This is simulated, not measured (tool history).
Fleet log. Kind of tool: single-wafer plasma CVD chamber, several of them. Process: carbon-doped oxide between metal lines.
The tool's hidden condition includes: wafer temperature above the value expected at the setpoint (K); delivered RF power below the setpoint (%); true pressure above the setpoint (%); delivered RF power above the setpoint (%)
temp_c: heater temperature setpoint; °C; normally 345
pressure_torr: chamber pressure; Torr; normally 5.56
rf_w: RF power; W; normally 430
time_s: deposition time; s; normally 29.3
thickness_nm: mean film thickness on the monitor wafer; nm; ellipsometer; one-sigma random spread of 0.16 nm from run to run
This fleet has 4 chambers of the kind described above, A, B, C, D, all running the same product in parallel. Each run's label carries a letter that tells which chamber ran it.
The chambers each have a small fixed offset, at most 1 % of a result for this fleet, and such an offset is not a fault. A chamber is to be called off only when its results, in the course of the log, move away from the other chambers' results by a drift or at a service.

run	hour	temp_c	pressure_torr	rf_w	time_s	hours since the last thermocouple change	hours since the last RF generator calibration	hours since the last manometer calibration	read-back reference wafer on the same gauge, thickness_nm	thickness_nm
1B	5.7	345	5.56	430	29.3	648.4	1386.8	911.8	163.07	139.44
2A	10.3	345	5.56	430	29.3	639.1	745.3	516.0	163.13	140.04
3D	16.5	345	5.56	430	29.3	634.0	109.8	253.7	163.05	140.16
4C	20.8	345	5.56	430	29.3	498.3	461.8	1613.7	163.15	139.41
5A	26.9	357	5.56	470	29.3	655.7	761.9	532.6	163.08	144.51
6D	32.2	357	5.56	470	29.3	649.7	125.5	269.4	163.22	144.29
7B	35.9	357	5.56	470	29.3	678.6	1417.0	942.0	163.19	143.41
8C	40.1	357	5.56	470	29.3	517.6	481.1	1633.0	163.17	143.62
9D	45.9	345	5.56	430	29.3	663.4	139.2	283.1	163.26	140.40
10C	49.6	345	5.56	430	29.3	527.1	490.6	1642.5	163.27	139.95
11A	53.1	345	5.56	430	29.3	681.9	788.1	558.8	163.24	140.49
12B	59.2	345	5.56	430	29.3	701.9	1440.3	965.3	163.28	139.48
13A	63.5	345	5.56	430	29.3	692.3	798.5	569.2	163.30	140.02
14C	69.2	345	4.79	430	25.9	546.7	510.2	1662.1	163.35	121.43
15B	75.6	345	4.79	430	25.9	718.3	1456.7	981.7	163.35	121.13
16D	82.1	345	4.79	430	25.9	699.6	175.4	319.3	163.48	121.86
17B	85.4	345	4.79	430	25.9	728.1	1466.5	991.5	163.45	120.99
18A	91.2	345	5.56	430	29.3	720.0	826.2	596.9	163.46	140.12
19D	94.7	345	5.56	430	29.3	712.2	188.0	331.9	163.44	140.80
20C	99.6	345	5.56	430	29.3	577.1	540.6	1692.5	163.55	139.75
21B	106.0	345	4.99	430	29.3	748.7	1487.1	1012.1	163.51	137.64
22A	109.9	345	4.99	430	29.3	738.7	844.9	615.6	163.54	138.28
23C	113.2	345	4.99	430	29.3	590.7	554.2	1706.1	163.58	138.09
24D	116.7	345	4.99	430	29.3	734.2	210.0	353.9	163.61	138.26
25A	122.2	345	5.56	430	29.3	751.0	857.2	627.9	163.64	140.14
26D	126.3	345	5.56	430	29.3	743.8	219.6	363.5	163.67	140.62
27C	131.2	345	5.56	430	29.3	608.7	572.2	1724.1	163.64	140.02
28B	136.2	345	5.56	430	29.3	778.9	1517.3	1042.3	163.69	139.90
29A	141.5	345	5.56	430	29.3	770.3	876.5	647.2	163.69	140.50
30D	148.0	345	5.56	430	29.3	765.5	241.3	385.2	163.70	140.57
31B	151.1	345	5.56	430	29.3	793.8	1532.2	1057.2	163.76	139.99

Next, all 4 chambers run the settings below, one line each with question marks for the results. What does each chamber give?
32A	155.8	345	5.56	430	29.3					?
32B	155.8	345	5.56	430	29.3					?
32C	155.8	345	5.56	430	29.3					?
32D	155.8	345	5.56	430	29.3					?

run	thickness_nm
32A	140.55
32B	139.77
32C	139.94
32D	140.62

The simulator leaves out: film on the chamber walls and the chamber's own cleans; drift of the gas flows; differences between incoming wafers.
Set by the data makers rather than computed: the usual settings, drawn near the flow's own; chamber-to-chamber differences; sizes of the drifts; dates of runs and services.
